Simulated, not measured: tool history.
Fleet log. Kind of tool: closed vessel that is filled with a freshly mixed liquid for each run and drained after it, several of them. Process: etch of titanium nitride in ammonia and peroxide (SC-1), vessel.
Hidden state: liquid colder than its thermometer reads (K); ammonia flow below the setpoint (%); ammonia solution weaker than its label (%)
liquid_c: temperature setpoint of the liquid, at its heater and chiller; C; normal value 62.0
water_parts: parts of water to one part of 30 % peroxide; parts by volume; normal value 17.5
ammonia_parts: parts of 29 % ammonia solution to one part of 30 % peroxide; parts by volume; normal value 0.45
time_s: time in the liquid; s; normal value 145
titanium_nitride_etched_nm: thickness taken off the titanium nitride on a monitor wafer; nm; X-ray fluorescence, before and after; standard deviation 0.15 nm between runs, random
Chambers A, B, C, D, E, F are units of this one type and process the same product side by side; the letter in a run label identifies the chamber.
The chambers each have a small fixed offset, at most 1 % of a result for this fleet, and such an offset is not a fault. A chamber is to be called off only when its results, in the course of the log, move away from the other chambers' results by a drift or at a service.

| run | hour | liquid_c | water_parts | ammonia_parts | time_s | hours since the thermometer was replaced | hours since the ammonia flow meter was replaced | hours since the drum of ammonia solution was connected | read-back film thickness of the titanium nitride reference wafer, read on the same gauge (nm) | titanium_nitride_etched_nm |
|---|---|---|---|---|---|---|---|---|---|---|
| 1F | 4.7 | 62.0 | 17.5 | 0.45 | 145 | 1191.3 | 31.4 | 49.3 | 29.996 | 17.812 |
| 2E | 10.4 | 62.0 | 17.5 | 0.45 | 145 | 89.6 | 335.6 | 138.6 | 30.007 | 17.778 |
| 3A | 14.1 | 62.0 | 17.5 | 0.45 | 145 | 571.6 | 809.5 | 69.9 | 30.019 | 17.665 |
| 4D | 18.7 | 62.0 | 17.5 | 0.45 | 145 | 1963.9 | 1877.1 | 122.4 | 30.000 | 17.786 |
| 5B | 24.0 | 62.0 | 17.5 | 0.45 | 145 | 367.0 | 398.0 | 321.4 | 30.000 | 18.135 |
| 6C | 28.0 | 62.0 | 17.5 | 0.45 | 145 | 1924.7 | 440.4 | 70.0 | 29.977 | 17.608 |
| 7A | 33.5 | 62.0 | 17.5 | 0.45 | 145 | 591.0 | 828.9 | 89.3 | 29.996 | 17.720 |
| 8F | 39.4 | 62.0 | 17.5 | 0.45 | 145 | 1226.0 | 66.1 | 84.0 | 29.995 | 17.984 |
| 9C | 44.6 | 62.0 | 17.5 | 0.45 | 145 | 1941.3 | 457.0 | 86.6 | 29.985 | 17.650 |
| 10D | 47.6 | 62.0 | 17.5 | 0.45 | 145 | 1992.8 | 1906.0 | 151.3 | 30.003 | 17.897 |
| 11E | 52.8 | 62.0 | 17.5 | 0.45 | 145 | 132.0 | 378.0 | 181.0 | 30.025 | 17.884 |
| 12B | 56.4 | 62.0 | 17.5 | 0.45 | 145 | 399.4 | 430.4 | 353.8 | 30.009 | 18.196 |
| 13C | 60.5 | 68.5 | 17.5 | 0.45 | 145 | 1957.2 | 472.9 | 102.5 | 30.023 | 27.061 |
| 14E | 65.2 | 68.5 | 17.5 | 0.45 | 145 | 144.4 | 390.4 | 193.4 | 29.992 | 27.228 |
| 15D | 70.0 | 68.5 | 17.5 | 0.45 | 145 | 2015.2 | 1928.4 | 173.7 | 30.010 | 26.899 |
| 16A | 73.5 | 68.5 | 17.5 | 0.45 | 145 | 631.0 | 868.9 | 129.3 | 29.992 | 26.598 |
| 17F | 76.4 | 68.5 | 17.5 | 0.45 | 145 | 1263.0 | 103.1 | 121.0 | 29.977 | 26.829 |
| 18B | 79.3 | 68.5 | 17.5 | 0.45 | 145 | 422.3 | 453.3 | 376.7 | 30.025 | 27.068 |
| 19B | 83.5 | 62.0 | 17.5 | 0.45 | 145 | 426.5 | 457.5 | 380.9 | 29.975 | 17.981 |
| 20A | 87.1 | 62.0 | 17.5 | 0.45 | 145 | 644.6 | 882.5 | 142.9 | 30.008 | 17.681 |
| 21F | 91.9 | 62.0 | 17.5 | 0.45 | 145 | 1278.5 | 118.6 | 136.5 | 30.001 | 17.644 |
| 22C | 96.5 | 62.0 | 22.0 | 0.45 | 145 | 1993.2 | 508.9 | 138.5 | 30.013 | 15.660 |
| 23D | 100.9 | 62.0 | 22.0 | 0.45 | 145 | 2046.1 | 1959.3 | 204.6 | 29.989 | 15.624 |
| 24E | 103.9 | 62.0 | 22.0 | 0.45 | 145 | 183.1 | 429.1 | 232.1 | 30.013 | 15.734 |
| 25D | 107.3 | 62.0 | 22.0 | 0.45 | 145 | 2052.5 | 1965.7 | 211.0 | 30.010 | 15.677 |
| 26F | 110.2 | 62.0 | 22.0 | 0.45 | 145 | 1296.8 | 136.9 | 154.8 | 30.016 | 15.660 |
| 27E | 116.2 | 62.0 | 22.0 | 0.45 | 145 | 195.4 | 441.4 | 244.4 | 30.004 | 15.683 |
| 28C | 119.8 | 62.0 | 17.5 | 0.45 | 145 | 2016.5 | 532.2 | 161.8 | 29.999 | 17.780 |
| 29B | 123.9 | 62.0 | 17.5 | 0.45 | 145 | 466.9 | 497.9 | 421.3 | 29.976 | 18.179 |
| 30A | 129.6 | 62.0 | 17.5 | 0.45 | 145 | 687.1 | 925.0 | 185.4 | 30.009 | 17.753 |
| 31B | 132.8 | 62.0 | 17.5 | 0.45 | 145 | 475.8 | 506.8 | 430.2 | 30.006 | 17.930 |
| 32E | 135.5 | 62.0 | 17.5 | 0.45 | 145 | 214.7 | 460.7 | 263.7 | 29.996 | 17.787 |
| 33C | 138.5 | 62.0 | 17.5 | 0.45 | 145 | 2035.2 | 550.9 | 180.5 | 29.990 | 17.908 |
| 34F | 143.3 | 62.0 | 17.5 | 0.45 | 145 | 1329.9 | 170.0 | 187.9 | 30.007 | 17.713 |
| 35A | 147.3 | 62.0 | 17.5 | 0.45 | 145 | 704.8 | 942.7 | 203.1 | 30.016 | 17.785 |
| 36D | 150.0 | 62.0 | 17.5 | 0.45 | 145 | 2095.2 | 2008.4 | 253.7 | 30.015 | 17.274 |

Next, all 6 chambers run the settings below, one line each with question marks for the results. What does each chamber give?
| 37A | 154.3 | 62.0 | 17.5 | 0.55 | 145 |  |  |  |  | ? |
| 37B | 154.3 | 62.0 | 17.5 | 0.55 | 145 |  |  |  |  | ? |
| 37C | 154.3 | 62.0 | 17.5 | 0.55 | 145 |  |  |  |  | ? |
| 37D | 154.3 | 62.0 | 17.5 | 0.55 | 145 |  |  |  |  | ? |
| 37E | 154.3 | 62.0 | 17.5 | 0.55 | 145 |  |  |  |  | ? |
| 37F | 154.3 | 62.0 | 17.5 | 0.55 | 145 |  |  |  |  | ? |

| run | titanium_nitride_etched_nm |
|---|---|
| 37A | 18.421 |
| 37B | 18.443 |
| 37C | 18.391 |
| 37D | 18.439 |
| 37E | 18.549 |
| 37F | 18.564 |
